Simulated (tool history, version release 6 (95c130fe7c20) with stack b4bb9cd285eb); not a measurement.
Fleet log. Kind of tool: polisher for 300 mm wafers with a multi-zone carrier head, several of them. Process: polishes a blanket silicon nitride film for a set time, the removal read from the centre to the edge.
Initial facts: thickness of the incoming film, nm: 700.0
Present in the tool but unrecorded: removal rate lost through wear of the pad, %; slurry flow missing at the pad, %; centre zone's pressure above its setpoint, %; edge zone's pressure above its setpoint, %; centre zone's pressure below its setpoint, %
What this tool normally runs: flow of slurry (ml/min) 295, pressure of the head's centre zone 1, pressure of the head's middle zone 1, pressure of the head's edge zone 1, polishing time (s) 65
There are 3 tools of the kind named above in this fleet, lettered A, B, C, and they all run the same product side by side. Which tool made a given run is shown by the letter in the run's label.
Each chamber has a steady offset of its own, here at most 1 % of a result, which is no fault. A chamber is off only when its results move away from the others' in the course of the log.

run,hour,flow of slurry (ml/min),pressure of the head's centre zone,pressure of the head's middle zone,pressure of the head's edge zone,polishing time (s),wafers polished on this pad,hours since the slurry nozzle was cleaned,hours since the centre zone pressure was calibrated,hours since the edge zone pressure was calibrated,film removed at the wafer's centre (nm),film removed at mid-radius (nm),film removed at the wafer's edge (nm)
# hour 5.8: chamber A: worn pad replaced by a new one
1C,7,295,1,1,1,65,398,67.7,524.6,343.8,130,131.16,128.62
2B,14.1,295,1,1,1,65,701,55,1185.2,163,129.48,130.89,128.93
3A,20,295,1,1,1,65,175,105.1,1356.3,141,127.57,130.98,129.86
4B,30.3,295,1,1,1,65,900,71.2,1201.4,179.2,127.77,129.06,130.52
# hour 35.5: chamber C: worn pad replaced by a new one
5C,39.5,375,1,1,1.04,65,50,100.2,557.1,376.3,136.69,134.72,134.3
6A,48.6,375,1,1,1.04,65,528,133.7,1384.9,169.6,133.48,133.13,136.12
7A,56.5,375,1,1,1.04,65,626,141.6,1392.8,177.5,134.47,133.47,132.04
8B,62.9,295,1,1,1,65,1303,103.8,1234,211.8,131.55,129.16,130.33
# hour 65.7: chamber B: worn pad replaced by a new one
9C,73.8,295,1,1,1,65,473,134.5,591.4,410.6,128.55,131.52,129.86
# hour 82: chamber A: worn pad replaced by a new one
10B,83.9,295,1,1,1,65,225,124.8,1255,232.8,131.69,127.84,129.94
11A,92,295,1,1,1,65,124,177.1,1428.3,213,129.91,129.66,128.27
12C,96.9,295,1,1,1,65,758,157.6,614.5,433.7,128.47,130.53,128.55
# hour 101.6: chamber C: worn pad replaced by a new one
13B,104.7,295,1,1,1,65,482,145.6,1275.8,253.6,132.1,128.45,130.73
14C,115.3,295,1,1,1,65,169,176,632.9,452.1,126.45,130.33,130.41
15A,124.7,295,1,1,1,65,527,209.8,1461,245.7,127.47,129.97,131.38
16C,134.2,295,1,1,1.08,65,403,194.9,651.8,471,131.06,130.25,133.63
# hour 138.2: chamber C: centre zone pressure recalibrated
17B,142.9,295,1,1,1.08,65,953,183.8,1314,291.8,130.83,129.81,135.22
# hour 143.6: chamber A: worn pad replaced by a new one
18A,153,295,1,1,1.08,65,116,238.1,1489.3,274,129.8,128.96,133
19C,161.4,295,1,1,1,65,738,222.1,23.3,498.2,132.3,130.31,131.36
20A,170.7,295,1,1,1,65,334,255.8,1507,291.7,128.57,129.58,130.06
# hour 174.1: chamber B: worn pad replaced by a new one
21B,175.5,295,1,1,1,65,17,216.4,1346.6,324.4,125.88,128.4,129.62
# hour 175.8: chamber C: worn pad replaced by a new one
22A,185.7,295,1,1,1,65,519,270.8,1522,306.7,129.48,130.02,128.56
# hour 190.2: chamber A: centre zone pressure recalibrated
23B,190.8,295,1,1,1,65,206,231.7,1361.9,339.7,127.23,128.3,129.38
24C,198,295,1,1,1,65,274,258.7,59.9,534.8,130.87,130.51,129.55
25C,206.5,295,1,1,1,65,379,267.2,68.4,543.3,129.21,132.05,130.66
# hour 212.2: chamber A: worn pad replaced by a new one
26B,212.8,295,1,1,1,65,477,253.7,1383.9,361.7,127.83,130.52,128.7
27A,218.1,295,1,1,1,65,73,303.2,27.9,339.1,142.03,129.54,130.25
28C,226.5,295,1,1,1,65,626,287.2,88.4,563.3,129.92,130.36,130.18
29A,236.1,295,1,1,1,65,295,321.2,45.9,357.1,141.52,128.3,129.39
# hour 238.4: chamber C: worn pad replaced by a new one
30B,242.8,295,1,1,1,65,848,283.7,1413.9,391.7,128.95,128.53,129.95
# hour 245.2: chamber A: slurry nozzle cleaned
31C,249.9,295,1,1,1,65,142,310.6,111.8,586.7,128.23,130.48,130.34
32B,260.5,295,1,1,1,65,1066,301.4,1431.6,409.4,130.88,128.17,127.83
33A,269.5,295,1,1,1,65,707,24.4,79.3,390.5,141.57,130.28,130.36
# hour 272.4: chamber B: edge zone pressure recalibrated
34C,279.6,295,1,1,1,65,508,340.3,141.5,616.4,129.52,131.65,128.43
# hour 282.9: chamber B: centre zone pressure recalibrated
35A,285.7,295,1,1,1,65,907,40.6,95.5,406.7,145.25,131.04,129.77
# hour 287.8: chamber B: worn pad replaced by a new one
# hour 289.7: chamber A: worn pad replaced by a new one
36B,290.5,295,1,1,1,65,33,331.4,7.6,18.1,130.68,129.04,129.07
37B,297.2,295,1,1,1,65,116,338.1,14.3,24.8,133.65,128.81,130.39
# hour 301.3: chamber C: worn pad replaced by a new one
38A,305.6,350,1,1,1,55,197,60.5,115.4,426.6,123,111.13,111.93
39C,311.6,350,1,1,1,55,128,372.3,173.5,648.4,111.69,113.36,111.97
40B,322.4,350,1,1,1,55,427,363.3,39.5,50,109.91,111.08,112.04
41C,332.3,295,0.95,1,1,77,383,393,194.2,669.1,146.54,154.71,155.05
42A,338.8,295,0.95,1,1,77,607,93.7,148.6,459.8,158.25,156.06,154.61
43B,344.1,295,0.95,1,1,77,695,385,61.2,71.7,146.63,152.89,152.52

Read the log: is a single chamber off, either drifting away or since a service, is the gauge that measures every chamber drifting, or is nothing wrong beyond small per-chamber offsets? Name any odd chamber and what most likely caused it.

A service left chamber A off against the others.
Most likely cause: centre zone's pressure above its setpoint, % = 8.25.

Here are 4 candidates for chamber A's next run, each the usual settings with a change, their results left as question marks. Which one brings its results back in line with what the others give on the usual settings?
To be in line, a result may differ from the other chambers' mean on the usual settings by at most: film removed at the wafer's centre (nm) 5.6; film removed at mid-radius (nm) 3.4; film removed at the wafer's edge (nm) 4.1
44A-1,351.9,290,0.93,1.01,1.02,64,,,,,?,?,?
44A-2,351.9,300,1.07,0.99,0.98,66,,,,,?,?,?
44A-3,351.9,305,1.13,0.98,0.95,66,,,,,?,?,?
44A-4,351.9,285,0.87,1.02,1.05,64,,,,,?,?,?

On the usual settings, the other chambers give on average: film removed at the wafer's centre (nm) 130.49; film removed at mid-radius (nm) 129.93; film removed at the wafer's edge (nm) 130.06
run,film removed at the wafer's centre (nm),film removed at mid-radius (nm),film removed at the wafer's edge (nm)
44A-1,128.8,129.28,129.25
44A-2,155.37,131.25,130.94
44A-3,165.11,130.21,129.06
44A-4,119.43,130.25,131.04
44A-1 puts the chamber back in line with the other chambers.
